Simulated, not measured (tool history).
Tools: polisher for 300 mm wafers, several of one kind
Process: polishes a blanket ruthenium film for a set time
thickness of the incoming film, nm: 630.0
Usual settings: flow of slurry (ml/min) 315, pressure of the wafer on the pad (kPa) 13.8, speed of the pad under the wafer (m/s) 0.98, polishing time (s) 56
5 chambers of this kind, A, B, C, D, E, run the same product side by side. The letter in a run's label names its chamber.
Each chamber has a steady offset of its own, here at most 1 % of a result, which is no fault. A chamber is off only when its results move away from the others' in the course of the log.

run	day	flow of slurry (ml/min)	pressure of the wafer on the pad (kPa)	speed of the pad under the wafer (m/s)	polishing time (s)	wafers polished on this pad	hours since the slurry nozzle was cleaned	hours since the head pressure was calibrated	film removed (nm)
1B	0.304	315	13.8	0.98	56	588	129.8	720.2	67.791
# day 0.408: chamber B: worn pad replaced by a new one
# day 0.512: chamber D: worn pad replaced by a new one
2E	0.579	315	13.8	0.98	56	252	835.8	1249.3	69.045
# day 0.667: chamber D: head pressure recalibrated
3C	0.879	315	13.8	0.98	56	313	257.7	151.3	68.734
4A	1.35	315	13.8	0.98	56	597	331	400.7	66.411
5D	1.6	315	13.8	0.98	56	264	232.3	22.5	67.269
# day 1.792: chamber E: slurry nozzle cleaned
6A	1.879	315	13.8	0.98	56	725	343.7	413.4	68.167
7D	2.262	315	13.8	0.98	56	424	248.2	38.4	67.461
# day 2.492: chamber A: worn pad replaced by a new one
8E	2.575	315	13.8	0.98	56	735	18.9	1297.2	68.496
9B	2.958	315	13.8	0.98	56	616	193.5	783.9	69.158
# day 3.283: chamber E: worn pad replaced by a new one
# day 3.446: chamber B: worn pad replaced by a new one
10C	3.5	215	13.8	0.98	56	947	320.6	214.2	64.652
11D	4.046	215	13.8	0.98	56	855	291	81.2	64.241
# day 4.071: chamber C: worn pad replaced by a new one
12A	4.292	215	13.8	0.98	56	436	401.6	471.3	63.861
# day 4.338: chamber D: worn pad replaced by a new one
13E	4.779	215	13.8	0.98	56	362	71.8	1350.1	64.545
14B	5.296	215	13.8	0.98	56	447	249.6	840	64.576
15C	5.575	315	13.8	0.98	56	363	370.4	264	67.593
16D	5.817	315	13.8	0.98	56	358	333.5	123.7	67.201
# day 5.838: chamber A: worn pad replaced by a new one
17B	6.171	315	13.8	0.98	56	659	270.6	861	68.539
18E	6.425	315	13.8	0.98	56	760	111.3	1389.6	66.299
# day 6.612: chamber B: worn pad replaced by a new one
19A	6.812	315	13.8	0.98	56	236	462.1	531.8	67.52
20C	7.146	315	13.8	0.98	56	743	408.1	301.7	68.066
# day 7.279: chamber E: worn pad replaced by a new one
21A	7.633	315	13.8	0.98	56	435	481.8	551.5	67.956
# day 7.95: chamber C: worn pad replaced by a new one
# day 8.029: chamber D: worn pad replaced by a new one
22E	8.133	315	13.8	0.98	56	206	152.3	1430.6	68.716
23C	8.412	315	13.8	0.98	56	112	438.5	332.1	68.869
24B	8.883	315	13.8	0.98	56	550	335.7	926.1	68.713
# day 9.321: chamber A: worn pad replaced by a new one
25D	9.362	315	17.2	0.98	56	322	418.6	208.8	84.287
# day 9.6: chamber B: worn pad replaced by a new one
26E	9.858	315	17.2	0.98	56	623	193.7	1472	85.501
# day 9.867: chamber A: slurry nozzle cleaned
27C	10.392	315	17.2	0.98	56	590	486	379.6	84.031
28B	10.679	315	17.2	0.98	56	261	378.8	969.2	84.206
29A	11.071	315	17.2	0.98	56	423	28.9	634	85.112
# day 11.392: chamber D: worn pad replaced by a new one
# day 11.429: chamber E: worn pad replaced by a new one
30D	11.475	315	10.3	0.7	56	21	469.3	259.5	35.977
31E	11.875	315	10.3	0.7	56	108	242.1	1520.4	37.241
32C	12.171	315	10.3	0.7	56	1021	528.7	422.3	36.772
# day 12.271: chamber A: worn pad replaced by a new one
# day 12.554: chamber B: worn pad replaced by a new one
33B	12.692	315	10.3	0.7	56	33	427.1	1017.5	36.737
34D	13.233	315	10.3	0.7	56	446	511.5	301.7	36.232
35A	13.7	315	13.8	0.98	56	346	92	697.1	69.732
36D	13.942	315	13.8	0.98	56	617	528.5	318.7	66.999

What goes on in this fleet: one chamber off, a drifting gauge, or nothing beyond the chambers' own small offsets? Name the chamber and the cause, if any.

No chamber stands off beyond its own small offset, and the gauge holds steady.
